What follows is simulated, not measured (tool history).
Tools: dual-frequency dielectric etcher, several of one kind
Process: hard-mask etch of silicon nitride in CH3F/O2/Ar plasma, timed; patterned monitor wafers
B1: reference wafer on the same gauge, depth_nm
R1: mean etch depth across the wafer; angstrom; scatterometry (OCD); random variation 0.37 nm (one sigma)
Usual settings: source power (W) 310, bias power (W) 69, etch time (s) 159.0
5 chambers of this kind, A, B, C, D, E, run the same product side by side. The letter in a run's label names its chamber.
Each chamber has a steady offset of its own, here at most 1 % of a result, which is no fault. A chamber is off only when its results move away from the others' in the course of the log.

-- hour=6.2 chamber D: bias power generator calibrated
run 1A hour=8.7 | source_power_(W)=310 bias_power_(W)=69 etch_time_(s)=159.0 | B1=108.95 | R1=1003.40
run 2B hour=17.9 | source_power_(W)=310 bias_power_(W)=69 etch_time_(s)=159.0 | B1=108.85 | R1=998.62
run 3E hour=24.5 | source_power_(W)=310 bias_power_(W)=69 etch_time_(s)=159.0 | B1=108.90 | R1=1001.40
run 4D hour=30.2 | source_power_(W)=310 bias_power_(W)=69 etch_time_(s)=159.0 | B1=108.86 | R1=984.66
run 5C hour=36.9 | source_power_(W)=310 bias_power_(W)=69 etch_time_(s)=159.0 | B1=108.79 | R1=992.72
run 6E hour=45.3 | source_power_(W)=310 bias_power_(W)=69 etch_time_(s)=159.0 | B1=108.87 | R1=995.63
run 7A hour=55.6 | source_power_(W)=310 bias_power_(W)=69 etch_time_(s)=159.0 | B1=108.88 | R1=998.31
run 8B hour=61.5 | source_power_(W)=310 bias_power_(W)=69 etch_time_(s)=159.0 | B1=108.88 | R1=999.67
run 9C hour=74.1 | source_power_(W)=310 bias_power_(W)=69 etch_time_(s)=159.0 | B1=108.88 | R1=1000.50
-- hour=76.4 chamber B: source power generator calibrated
run 10D hour=83.5 | source_power_(W)=310 bias_power_(W)=69 etch_time_(s)=159.0 | B1=108.89 | R1=988.82
-- hour=84.3 chamber E: bias power generator calibrated
run 11E hour=90.6 | source_power_(W)=310 bias_power_(W)=69 etch_time_(s)=159.0 | B1=108.87 | R1=992.37
run 12D hour=102.7 | source_power_(W)=310 bias_power_(W)=69 etch_time_(s)=159.0 | B1=108.83 | R1=993.49
run 13B hour=111.5 | source_power_(W)=310 bias_power_(W)=69 etch_time_(s)=159.0 | B1=108.92 | R1=1006.20
run 14A hour=120.8 | source_power_(W)=310 bias_power_(W)=69 etch_time_(s)=159.0 | B1=108.96 | R1=1002.30
run 15C hour=127.8 | source_power_(W)=310 bias_power_(W)=69 etch_time_(s)=159.0 | B1=108.87 | R1=996.26
-- hour=128.4 chamber D: wet clean of the chamber
-- hour=135.7 chamber B: wet clean of the chamber
run 16A hour=136.5 | source_power_(W)=310 bias_power_(W)=69 etch_time_(s)=159.0 | B1=108.99 | R1=1003.00
run 17D hour=145.6 | source_power_(W)=310 bias_power_(W)=69 etch_time_(s)=159.0 | B1=109.01 | R1=995.42
run 18E hour=156.8 | source_power_(W)=310 bias_power_(W)=69 etch_time_(s)=159.0 | B1=108.90 | R1=991.19
run 19C hour=168.8 | source_power_(W)=310 bias_power_(W)=69 etch_time_(s)=159.0 | B1=108.88 | R1=992.29
run 20B hour=175.3 | source_power_(W)=310 bias_power_(W)=69 etch_time_(s)=159.0 | B1=108.89 | R1=1007.20
run 21D hour=187.1 | source_power_(W)=310 bias_power_(W)=69 etch_time_(s)=159.0 | B1=108.86 | R1=992.61
run 22B hour=194.9 | source_power_(W)=310 bias_power_(W)=69 etch_time_(s)=159.0 | B1=108.96 | R1=1003.50
-- hour=200.8 chamber A: wet clean of the chamber
run 23C hour=206.3 | source_power_(W)=310 bias_power_(W)=69 etch_time_(s)=159.0 | B1=108.98 | R1=984.80
run 24E hour=211.9 | source_power_(W)=310 bias_power_(W)=69 etch_time_(s)=159.0 | B1=108.98 | R1=1000.60
run 25A hour=223.1 | source_power_(W)=310 bias_power_(W)=76 etch_time_(s)=159.0 | B1=109.01 | R1=1027.60
run 26C hour=231.2 | source_power_(W)=310 bias_power_(W)=76 etch_time_(s)=159.0 | B1=108.95 | R1=1014.50
run 27A hour=243.3 | source_power_(W)=310 bias_power_(W)=76 etch_time_(s)=159.0 | B1=108.80 | R1=1029.00
run 28E hour=249.6 | source_power_(W)=310 bias_power_(W)=76 etch_time_(s)=159.0 | B1=108.89 | R1=1029.40
run 29B hour=257.1 | source_power_(W)=310 bias_power_(W)=76 etch_time_(s)=159.0 | B1=108.84 | R1=1034.50
run 30D hour=268.2 | source_power_(W)=310 bias_power_(W)=69 etch_time_(s)=159.0 | B1=108.92 | R1=1000.90
run 31D hour=280.2 | source_power_(W)=310 bias_power_(W)=69 etch_time_(s)=159.0 | B1=108.92 | R1=988.40
run 32B hour=292.1 | source_power_(W)=310 bias_power_(W)=69 etch_time_(s)=159.0 | B1=108.91 | R1=1009.80
run 33E hour=299.9 | source_power_(W)=260 bias_power_(W)=53 etch_time_(s)=159.0 | B1=108.97 | R1=851.86
run 34A hour=309.2 | source_power_(W)=260 bias_power_(W)=53 etch_time_(s)=159.0 | B1=108.92 | R1=851.04
run 35C hour=320.3 | source_power_(W)=260 bias_power_(W)=53 etch_time_(s)=159.0 | B1=108.84 | R1=822.60

What goes on in this fleet: one chamber off, a drifting gauge, or nothing beyond the chambers' own small offsets? Name the chamber and the cause, if any.

Chamber C drifts away from the others.
Cause: etch rate under this chamber's usual, % = 3.8.

Here are 4 candidates for chamber C's next run, each the usual settings with a change, their results left as question marks. Which one brings its results back in line with what the others give on the usual settings?
In line means no further than this from the other chambers' mean on the usual settings: R1 13.00 angstrom
run 36C-1 hour=329.6 | source_power_(W)=300 bias_power_(W)=69 etch_time_(s)=159.0 | R1=?
run 36C-2 hour=329.6 | source_power_(W)=310 bias_power_(W)=69 etch_time_(s)=161.0 | R1=?
run 36C-3 hour=329.6 | source_power_(W)=310 bias_power_(W)=61 etch_time_(s)=159.0 | R1=?
run 36C-4 hour=329.6 | source_power_(W)=340 bias_power_(W)=69 etch_time_(s)=159.0 | R1=?

The other chambers' mean on the usual settings: R1 998.09 angstrom
run=36C-1 R1=946.85
run=36C-2 R1=970.88
run=36C-3 R1=918.84
run=36C-4 R1=993.39
36C-4 brings the chamber back in line.
